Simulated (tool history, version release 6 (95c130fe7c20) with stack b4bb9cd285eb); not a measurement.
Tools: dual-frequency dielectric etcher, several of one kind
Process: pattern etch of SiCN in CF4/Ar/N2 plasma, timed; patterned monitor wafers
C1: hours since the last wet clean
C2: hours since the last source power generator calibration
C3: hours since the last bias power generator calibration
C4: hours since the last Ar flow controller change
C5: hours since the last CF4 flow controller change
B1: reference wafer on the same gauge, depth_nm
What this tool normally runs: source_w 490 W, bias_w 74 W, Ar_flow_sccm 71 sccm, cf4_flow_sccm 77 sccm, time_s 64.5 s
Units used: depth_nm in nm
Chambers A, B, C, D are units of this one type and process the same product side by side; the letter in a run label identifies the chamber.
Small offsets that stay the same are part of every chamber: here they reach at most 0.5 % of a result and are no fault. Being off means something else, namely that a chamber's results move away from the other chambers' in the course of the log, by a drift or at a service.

{"run": "1A", "hour": 6.2, "source_w": 490, "bias_w": 74, "Ar_flow_sccm": 71, "cf4_flow_sccm": 77, "time_s": 64.5, "C1": 207.3, "C2": 3186.1, "C3": 1143.5, "C4": 985.3, "C5": 1670.5, "B1": 76.119, "depth_nm": 64.08}
{"run": "2D", "hour": 12.0, "source_w": 490, "bias_w": 74, "Ar_flow_sccm": 71, "cf4_flow_sccm": 77, "time_s": 64.5, "C1": 513.6, "C2": 3662.7, "C3": 1148.3, "C4": 653.9, "C5": 3700.4, "B1": 76.123, "depth_nm": 64.252}
{"run": "3B", "hour": 16.2, "source_w": 490, "bias_w": 74, "Ar_flow_sccm": 71, "cf4_flow_sccm": 77, "time_s": 64.5, "C1": 210.6, "C2": 2150.8, "C3": 667.7, "C4": 2208.4, "C5": 1457.6, "B1": 76.09, "depth_nm": 64.245}
{"run": "4C", "hour": 24.6, "source_w": 490, "bias_w": 74, "Ar_flow_sccm": 71, "cf4_flow_sccm": 77, "time_s": 64.5, "C1": 230, "C2": 3066.8, "C3": 163.8, "C4": 427, "C5": 1456.1, "B1": 76.109, "depth_nm": 64.066}
{"run": "5C", "hour": 30.4, "source_w": 490, "bias_w": 59, "Ar_flow_sccm": 71, "cf4_flow_sccm": 88, "time_s": 64.5, "C1": 235.8, "C2": 3072.6, "C3": 169.6, "C4": 432.8, "C5": 1461.9, "B1": 76.126, "depth_nm": 60.79}
{"run": "6D", "hour": 37.1, "source_w": 490, "bias_w": 59, "Ar_flow_sccm": 71, "cf4_flow_sccm": 88, "time_s": 64.5, "C1": 538.7, "C2": 3687.8, "C3": 1173.4, "C4": 679, "C5": 3725.5, "B1": 76.097, "depth_nm": 61.304}
{"run": "7A", "hour": 43.2, "source_w": 490, "bias_w": 59, "Ar_flow_sccm": 71, "cf4_flow_sccm": 88, "time_s": 64.5, "C1": 244.3, "C2": 3223.1, "C3": 1180.5, "C4": 1022.3, "C5": 1707.5, "B1": 76.145, "depth_nm": 60.731}
{"run": "8B", "hour": 52.1, "source_w": 490, "bias_w": 59, "Ar_flow_sccm": 71, "cf4_flow_sccm": 88, "time_s": 64.5, "C1": 246.5, "C2": 2186.7, "C3": 703.6, "C4": 2244.3, "C5": 1493.5, "B1": 76.121, "depth_nm": 60.568}
{"run": "9D", "hour": 58.8, "source_w": 490, "bias_w": 74, "Ar_flow_sccm": 71, "cf4_flow_sccm": 77, "time_s": 64.5, "C1": 560.4, "C2": 3709.5, "C3": 1195.1, "C4": 700.7, "C5": 3747.2, "B1": 76.136, "depth_nm": 64.286}
{"run": "10B", "hour": 66.9, "source_w": 490, "bias_w": 74, "Ar_flow_sccm": 71, "cf4_flow_sccm": 77, "time_s": 64.5, "C1": 261.3, "C2": 2201.5, "C3": 718.4, "C4": 2259.1, "C5": 1508.3, "B1": 76.122, "depth_nm": 64.051}
{"run": "11A", "hour": 72.3, "source_w": 490, "bias_w": 79, "Ar_flow_sccm": 71, "cf4_flow_sccm": 77, "time_s": 81.5, "C1": 273.4, "C2": 3252.2, "C3": 1209.6, "C4": 1051.4, "C5": 1736.6, "B1": 76.097, "depth_nm": 82.88}
{"run": "12C", "hour": 80.2, "source_w": 490, "bias_w": 79, "Ar_flow_sccm": 71, "cf4_flow_sccm": 77, "time_s": 81.5, "C1": 285.6, "C2": 3122.4, "C3": 219.4, "C4": 482.6, "C5": 1511.7, "B1": 76.132, "depth_nm": 83.012}
{"run": "13B", "hour": 86.9, "source_w": 490, "bias_w": 79, "Ar_flow_sccm": 71, "cf4_flow_sccm": 77, "time_s": 81.5, "C1": 281.3, "C2": 2221.5, "C3": 738.4, "C4": 2279.1, "C5": 1528.3, "B1": 76.068, "depth_nm": 83.367}
{"run": "14A", "hour": 94.8, "source_w": 490, "bias_w": 79, "Ar_flow_sccm": 71, "cf4_flow_sccm": 77, "time_s": 81.5, "C1": 295.9, "C2": 3274.7, "C3": 1232.1, "C4": 1073.9, "C5": 1759.1, "B1": 76.078, "depth_nm": 82.842}
{"run": "15C", "hour": 103.0, "source_w": 490, "bias_w": 74, "Ar_flow_sccm": 71, "cf4_flow_sccm": 77, "time_s": 64.5, "C1": 308.4, "C2": 3145.2, "C3": 242.2, "C4": 505.4, "C5": 1534.5, "B1": 76.096, "depth_nm": 64.336}
{"run": "16D", "hour": 109.2, "source_w": 490, "bias_w": 74, "Ar_flow_sccm": 71, "cf4_flow_sccm": 77, "time_s": 64.5, "C1": 610.8, "C2": 3759.9, "C3": 1245.5, "C4": 751.1, "C5": 3797.6, "B1": 76.129, "depth_nm": 64.448}
{"hour": 113.0, "done": "chamber C: wet clean of the chamber"}
{"run": "17B", "hour": 114.4, "source_w": 490, "bias_w": 74, "Ar_flow_sccm": 71, "cf4_flow_sccm": 77, "time_s": 64.5, "C1": 308.8, "C2": 2249, "C3": 765.9, "C4": 2306.6, "C5": 1555.8, "B1": 76.113, "depth_nm": 64.269}
{"run": "18D", "hour": 120.0, "source_w": 490, "bias_w": 74, "Ar_flow_sccm": 71, "cf4_flow_sccm": 77, "time_s": 64.5, "C1": 621.6, "C2": 3770.7, "C3": 1256.3, "C4": 761.9, "C5": 3808.4, "B1": 76.125, "depth_nm": 64.557}
{"hour": 120.7, "done": "chamber C: CF4 flow controller replaced"}
{"run": "19C", "hour": 125.2, "source_w": 490, "bias_w": 74, "Ar_flow_sccm": 71, "cf4_flow_sccm": 77, "time_s": 64.5, "C1": 12.2, "C2": 3167.4, "C3": 264.4, "C4": 527.6, "C5": 4.5, "B1": 76.111, "depth_nm": 65.961}
{"run": "20A", "hour": 130.3, "source_w": 490, "bias_w": 74, "Ar_flow_sccm": 71, "cf4_flow_sccm": 77, "time_s": 64.5, "C1": 331.4, "C2": 3310.2, "C3": 1267.6, "C4": 1109.4, "C5": 1794.6, "B1": 76.138, "depth_nm": 64.031}
{"run": "21C", "hour": 134.9, "source_w": 490, "bias_w": 74, "Ar_flow_sccm": 71, "cf4_flow_sccm": 77, "time_s": 64.5, "C1": 21.9, "C2": 3177.1, "C3": 274.1, "C4": 537.3, "C5": 14.2, "B1": 76.081, "depth_nm": 65.59}
{"run": "22D", "hour": 143.7, "source_w": 490, "bias_w": 74, "Ar_flow_sccm": 71, "cf4_flow_sccm": 77, "time_s": 64.5, "C1": 645.3, "C2": 3794.4, "C3": 1280, "C4": 785.6, "C5": 3832.1, "B1": 76.077, "depth_nm": 64.298}
{"run": "23B", "hour": 152.8, "source_w": 490, "bias_w": 74, "Ar_flow_sccm": 71, "cf4_flow_sccm": 77, "time_s": 64.5, "C1": 347.2, "C2": 2287.4, "C3": 804.3, "C4": 2345, "C5": 1594.2, "B1": 76.083, "depth_nm": 64.231}
{"run": "24A", "hour": 157.3, "source_w": 490, "bias_w": 74, "Ar_flow_sccm": 71, "cf4_flow_sccm": 77, "time_s": 64.5, "C1": 358.4, "C2": 3337.2, "C3": 1294.6, "C4": 1136.4, "C5": 1821.6, "B1": 76.12, "depth_nm": 63.944}
{"hour": 158.0, "done": "chamber A: wet clean of the chamber"}
{"run": "25B", "hour": 164.2, "source_w": 490, "bias_w": 74, "Ar_flow_sccm": 71, "cf4_flow_sccm": 77, "time_s": 64.5, "C1": 358.6, "C2": 2298.8, "C3": 815.7, "C4": 2356.4, "C5": 1605.6, "B1": 76.128, "depth_nm": 63.953}
{"run": "26C", "hour": 168.4, "source_w": 490, "bias_w": 74, "Ar_flow_sccm": 71, "cf4_flow_sccm": 77, "time_s": 64.5, "C1": 55.4, "C2": 3210.6, "C3": 307.6, "C4": 570.8, "C5": 47.7, "B1": 76.083, "depth_nm": 65.962}
{"run": "27D", "hour": 172.7, "source_w": 590, "bias_w": 89, "Ar_flow_sccm": 71, "cf4_flow_sccm": 77, "time_s": 64.5, "C1": 674.3, "C2": 3823.4, "C3": 1309, "C4": 814.6, "C5": 3861.1, "B1": 76.063, "depth_nm": 80.778}
{"run": "28A", "hour": 177.8, "source_w": 590, "bias_w": 89, "Ar_flow_sccm": 71, "cf4_flow_sccm": 77, "time_s": 64.5, "C1": 19.9, "C2": 3357.7, "C3": 1315.1, "C4": 1156.9, "C5": 1842.1, "B1": 76.084, "depth_nm": 80.333}
{"run": "29A", "hour": 182.8, "source_w": 590, "bias_w": 89, "Ar_flow_sccm": 71, "cf4_flow_sccm": 77, "time_s": 64.5, "C1": 24.9, "C2": 3362.7, "C3": 1320.1, "C4": 1161.9, "C5": 1847.1, "B1": 76.119, "depth_nm": 80.262}
{"run": "30D", "hour": 190.2, "source_w": 590, "bias_w": 89, "Ar_flow_sccm": 71, "cf4_flow_sccm": 77, "time_s": 64.5, "C1": 691.8, "C2": 3840.9, "C3": 1326.5, "C4": 832.1, "C5": 3878.6, "B1": 76.109, "depth_nm": 80.553}
{"run": "31C", "hour": 197.6, "source_w": 490, "bias_w": 74, "Ar_flow_sccm": 71, "cf4_flow_sccm": 77, "time_s": 64.5, "C1": 84.6, "C2": 3239.8, "C3": 336.8, "C4": 600, "C5": 76.9, "B1": 76.06, "depth_nm": 65.616}
{"run": "32B", "hour": 205.6, "source_w": 490, "bias_w": 74, "Ar_flow_sccm": 71, "cf4_flow_sccm": 77, "time_s": 64.5, "C1": 400, "C2": 2340.2, "C3": 857.1, "C4": 2397.8, "C5": 1647, "B1": 76.099, "depth_nm": 64.442}
{"run": "33D", "hour": 213.5, "source_w": 490, "bias_w": 74, "Ar_flow_sccm": 71, "cf4_flow_sccm": 77, "time_s": 64.5, "C1": 715.1, "C2": 3864.2, "C3": 1349.8, "C4": 855.4, "C5": 3901.9, "B1": 76.168, "depth_nm": 64.361}
{"run": "34A", "hour": 218.5, "source_w": 490, "bias_w": 74, "Ar_flow_sccm": 71, "cf4_flow_sccm": 77, "time_s": 64.5, "C1": 60.6, "C2": 3398.4, "C3": 1355.8, "C4": 1197.6, "C5": 1882.8, "B1": 76.079, "depth_nm": 63.864}
{"run": "35C", "hour": 225.5, "source_w": 490, "bias_w": 74, "Ar_flow_sccm": 71, "cf4_flow_sccm": 77, "time_s": 64.5, "C1": 112.5, "C2": 3267.7, "C3": 364.7, "C4": 627.9, "C5": 104.8, "B1": 76.063, "depth_nm": 65.568}
{"run": "36B", "hour": 230.0, "source_w": 490, "bias_w": 74, "Ar_flow_sccm": 71, "cf4_flow_sccm": 59, "time_s": 64.5, "C1": 424.4, "C2": 2364.6, "C3": 881.5, "C4": 2422.2, "C5": 1671.4, "B1": 76.091, "depth_nm": 62.23}
{"hour": 231.0, "done": "chamber D: wet clean of the chamber"}
{"run": "37B", "hour": 235.6, "source_w": 490, "bias_w": 74, "Ar_flow_sccm": 71, "cf4_flow_sccm": 59, "time_s": 64.5, "C1": 430, "C2": 2370.2, "C3": 887.1, "C4": 2427.8, "C5": 1677, "B1": 76.135, "depth_nm": 61.715}
{"run": "38D", "hour": 244.2, "source_w": 490, "bias_w": 74, "Ar_flow_sccm": 71, "cf4_flow_sccm": 59, "time_s": 64.5, "C1": 13.2, "C2": 3894.9, "C3": 1380.5, "C4": 886.1, "C5": 3932.6, "B1": 76.143, "depth_nm": 61.91}
{"hour": 247.4, "done": "chamber A: source power generator calibrated"}
{"run": "39C", "hour": 252.3, "source_w": 490, "bias_w": 74, "Ar_flow_sccm": 71, "cf4_flow_sccm": 59, "time_s": 64.5, "C1": 139.3, "C2": 3294.5, "C3": 391.5, "C4": 654.7, "C5": 131.6, "B1": 76.113, "depth_nm": 63.363}
{"run": "40A", "hour": 261.5, "source_w": 440, "bias_w": 74, "Ar_flow_sccm": 71, "cf4_flow_sccm": 89, "time_s": 64.5, "C1": 103.6, "C2": 14.1, "C3": 1398.8, "C4": 1240.6, "C5": 1925.8, "B1": 76.06, "depth_nm": 59.46}
{"run": "41B", "hour": 266.1, "source_w": 440, "bias_w": 74, "Ar_flow_sccm": 71, "cf4_flow_sccm": 89, "time_s": 64.5, "C1": 460.5, "C2": 2400.7, "C3": 917.6, "C4": 2458.3, "C5": 1707.5, "B1": 76.085, "depth_nm": 59.675}
{"run": "42A", "hour": 272.5, "source_w": 440, "bias_w": 74, "Ar_flow_sccm": 71, "cf4_flow_sccm": 89, "time_s": 64.5, "C1": 114.6, "C2": 25.1, "C3": 1409.8, "C4": 1251.6, "C5": 1936.8, "B1": 76.14, "depth_nm": 59.181}
{"run": "43C", "hour": 280.0, "source_w": 440, "bias_w": 74, "Ar_flow_sccm": 71, "cf4_flow_sccm": 89, "time_s": 64.5, "C1": 167, "C2": 3322.2, "C3": 419.2, "C4": 682.4, "C5": 159.3, "B1": 76.102, "depth_nm": 60.664}
{"run": "44D", "hour": 285.6, "source_w": 490, "bias_w": 74, "Ar_flow_sccm": 71, "cf4_flow_sccm": 77, "time_s": 64.5, "C1": 54.6, "C2": 3936.3, "C3": 1421.9, "C4": 927.5, "C5": 3974, "B1": 76.103, "depth_nm": 64.58}

What goes on in this fleet: one chamber off, a drifting gauge, or nothing beyond the chambers' own small offsets? Name the chamber and the cause, if any.

Chamber C came out of a service off from its peers and stayed that way.
Cause: etch rate over this chamber's usual, % = 2.11.

Which of the 4 candidates below, each the usual settings with something changed and its results left as question marks, puts chamber C back in line with what the other chambers give on the usual settings?
A result is in line if it is within this distance of the other chambers' mean on the usual settings: depth_nm 0.55 nm
{"run": "45C-1", "hour": 292.2, "source_w": 480, "bias_w": 74, "Ar_flow_sccm": 71, "cf4_flow_sccm": 77, "time_s": 64.5, "depth_nm": "?"}
{"run": "45C-2", "hour": 292.2, "source_w": 490, "bias_w": 74, "Ar_flow_sccm": 71, "cf4_flow_sccm": 77, "time_s": 66, "depth_nm": "?"}
{"run": "45C-3", "hour": 292.2, "source_w": 490, "bias_w": 74, "Ar_flow_sccm": 71, "cf4_flow_sccm": 77, "time_s": 65, "depth_nm": "?"}
{"run": "45C-4", "hour": 292.2, "source_w": 490, "bias_w": 74, "Ar_flow_sccm": 71, "cf4_flow_sccm": 77, "time_s": 64, "depth_nm": "?"}

Other chambers, usual settings, mean: depth_nm 64.252 nm
run=45C-1 depth_nm=64.383
run=45C-2 depth_nm=67.103
run=45C-3 depth_nm=66.086
run=45C-4 depth_nm=65.07
45C-1 is the one that brings the chamber's results back in line with the other chambers.
